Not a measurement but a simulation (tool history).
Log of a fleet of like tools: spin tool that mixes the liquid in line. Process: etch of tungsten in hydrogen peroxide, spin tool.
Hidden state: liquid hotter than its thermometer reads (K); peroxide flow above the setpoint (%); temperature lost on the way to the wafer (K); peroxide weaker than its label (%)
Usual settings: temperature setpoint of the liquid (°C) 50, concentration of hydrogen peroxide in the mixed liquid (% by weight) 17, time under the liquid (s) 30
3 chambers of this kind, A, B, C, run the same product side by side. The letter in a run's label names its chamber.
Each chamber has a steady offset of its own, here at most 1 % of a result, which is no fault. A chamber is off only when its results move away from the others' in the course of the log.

| run | hour | temperature setpoint of the liquid (°C) | concentration of hydrogen peroxide in the mixed liquid (% by weight) | time under the liquid (s) | hours since the thermometer was replaced | hours since the peroxide flow meter was replaced | hours since the heated supply line was repaired | hours since the drum of peroxide was connected | read-back film thickness of the tungsten reference wafer, read on the same gauge (nm) | thickness taken off the tungsten on a monitor wafer (nm) |
|---|---|---|---|---|---|---|---|---|---|---|
| 1A | 4.9 | 50 | 17 | 30 | 1184.7 | 1196.8 | 379.2 | 199.8 | 90.023 | 23.857 |
| 2C | 9.7 | 50 | 17 | 30 | 1766.6 | 1054.4 | 344.7 | 545.9 | 89.979 | 23.961 |
| 3B | 15.3 | 50 | 17 | 30 | 595.3 | 591.7 | 114.6 | 399.6 | 89.997 | 24.435 |
| 4A | 23 | 50 | 17 | 30 | 1202.8 | 1214.9 | 397.3 | 217.9 | 89.986 | 23.661 |
| 5B | 29.2 | 50 | 17 | 30 | 609.2 | 605.6 | 128.5 | 413.5 | 89.991 | 23.923 |
| 6C | 33 | 50 | 17 | 30 | 1789.9 | 1077.7 | 368 | 569.2 | 90.007 | 24.245 |
| 7C | 39.2 | 50 | 17 | 30 | 1796.1 | 1083.9 | 374.2 | 575.4 | 90 | 23.623 |
| 8A | 46.4 | 50 | 17 | 30 | 1226.2 | 1238.3 | 420.7 | 241.3 | 89.99 | 23.974 |
| 9B | 50.7 | 50 | 17 | 30 | 630.7 | 627.1 | 150 | 435 | 89.979 | 23.984 |
|  | 53.8 | chamber C: peroxide flow meter replaced |
| 10B | 54.6 | 50 | 17 | 30 | 634.6 | 631 | 153.9 | 438.9 | 89.994 | 24.235 |
| 11A | 59.6 | 50 | 17 | 30 | 1239.4 | 1251.5 | 433.9 | 254.5 | 90.003 | 24.028 |
|  | 60.3 | chamber B: new drum of peroxide connected |
| 12C | 64.1 | 50 | 17 | 30 | 1821 | 10.3 | 399.1 | 600.3 | 89.979 | 24.318 |
| 13C | 69.1 | 44.5 | 17 | 45 | 1826 | 15.3 | 404.1 | 605.3 | 90.005 | 26.231 |
| 14A | 74.9 | 44.5 | 17 | 45 | 1254.7 | 1266.8 | 449.2 | 269.8 | 89.999 | 25.136 |
| 15B | 81.9 | 44.5 | 17 | 45 | 661.9 | 658.3 | 181.2 | 21.7 | 89.985 | 26.236 |
| 16C | 85.7 | 50 | 17 | 30 | 1842.6 | 31.9 | 420.7 | 621.9 | 89.979 | 24.584 |
| 17A | 92.5 | 50 | 17 | 30 | 1272.3 | 1284.4 | 466.8 | 287.4 | 90.032 | 24.109 |
| 18B | 96.1 | 50 | 17 | 30 | 676.1 | 672.5 | 195.4 | 35.9 | 90.006 | 24.172 |
| 19B | 102.5 | 50 | 17 | 30 | 682.5 | 678.9 | 201.8 | 42.3 | 90.012 | 24.007 |
| 20C | 109.2 | 50 | 17 | 30 | 1866.1 | 55.4 | 444.2 | 645.4 | 89.999 | 24.699 |
| 21A | 117.4 | 50 | 17 | 30 | 1297.2 | 1309.3 | 491.7 | 312.3 | 90.006 | 23.722 |
| 22A | 122 | 50 | 17 | 40 | 1301.8 | 1313.9 | 496.3 | 316.9 | 89.976 | 31.298 |
| 23C | 128.3 | 50 | 17 | 40 | 1885.2 | 74.5 | 463.3 | 664.5 | 89.99 | 33.466 |
|  | 130.6 | chamber B: thermometer replaced |
| 24B | 132.5 | 50 | 17 | 40 | 2 | 708.9 | 231.8 | 72.3 | 89.989 | 32.25 |
| 25B | 137.7 | 50 | 17 | 30 | 7.2 | 714.1 | 237 | 77.5 | 89.996 | 24.482 |
| 26A | 142.5 | 50 | 17 | 30 | 1322.3 | 1334.4 | 516.8 | 337.4 | 89.999 | 23.77 |
| 27C | 148.5 | 50 | 17 | 30 | 1905.4 | 94.7 | 483.5 | 684.7 | 89.977 | 24.912 |
| 28C | 156.3 | 50 | 17 | 30 | 1913.2 | 102.5 | 491.3 | 692.5 | 89.997 | 25.566 |
| 29B | 160.2 | 50 | 17 | 30 | 29.7 | 736.6 | 259.5 | 100 | 89.981 | 24.274 |
|  | 163.1 | chamber A: peroxide flow meter replaced |
| 30A | 165.6 | 50 | 17 | 30 | 1345.4 | 2.5 | 539.9 | 360.5 | 90.001 | 24.203 |
| 31C | 173.2 | 50 | 17 | 30 | 1930.1 | 119.4 | 508.2 | 709.4 | 89.976 | 25.837 |
| 32A | 177.7 | 50 | 17 | 30 | 1357.5 | 14.6 | 552 | 372.6 | 89.998 | 24.158 |
| 33B | 181.7 | 50 | 17 | 30 | 51.2 | 758.1 | 281 | 121.5 | 90.029 | 24.166 |
| 34A | 189.6 | 50 | 17 | 30 | 1369.4 | 26.5 | 563.9 | 384.5 | 90.004 | 23.928 |
| 35C | 194.3 | 50 | 17 | 30 | 1951.2 | 140.5 | 529.3 | 730.5 | 89.98 | 25.751 |
| 36B | 200.7 | 50 | 17 | 30 | 70.2 | 777.1 | 300 | 140.5 | 89.984 | 23.913 |
| 37B | 207.7 | 50 | 17 | 30 | 77.2 | 784.1 | 307 | 147.5 | 90.018 | 23.496 |
| 38C | 213.6 | 50 | 17 | 30 | 1970.5 | 159.8 | 548.6 | 749.8 | 89.986 | 26.512 |
| 39A | 219.3 | 45 | 20.5 | 30 | 1399.1 | 56.2 | 593.6 | 414.2 | 90.055 | 19.097 |
| 40A | 223.7 | 45 | 20.5 | 30 | 1403.5 | 60.6 | 598 | 418.6 | 90.007 | 19.204 |
| 41B | 231.3 | 45 | 20.5 | 30 | 100.8 | 807.7 | 330.6 | 171.1 | 90.038 | 19.471 |

All 3 chambers run these settings next. Forecast each chamber's results:
| 42A | 237.1 | 50 | 17 | 40 |  |  |  |  |  | ? |
| 42B | 237.1 | 50 | 17 | 40 |  |  |  |  |  | ? |
| 42C | 237.1 | 50 | 17 | 40 |  |  |  |  |  | ? |

| run | thickness taken off the tungsten on a monitor wafer (nm) |
|---|---|
| 42A | 31.959 |
| 42B | 32.276 |
| 42C | 35.081 |

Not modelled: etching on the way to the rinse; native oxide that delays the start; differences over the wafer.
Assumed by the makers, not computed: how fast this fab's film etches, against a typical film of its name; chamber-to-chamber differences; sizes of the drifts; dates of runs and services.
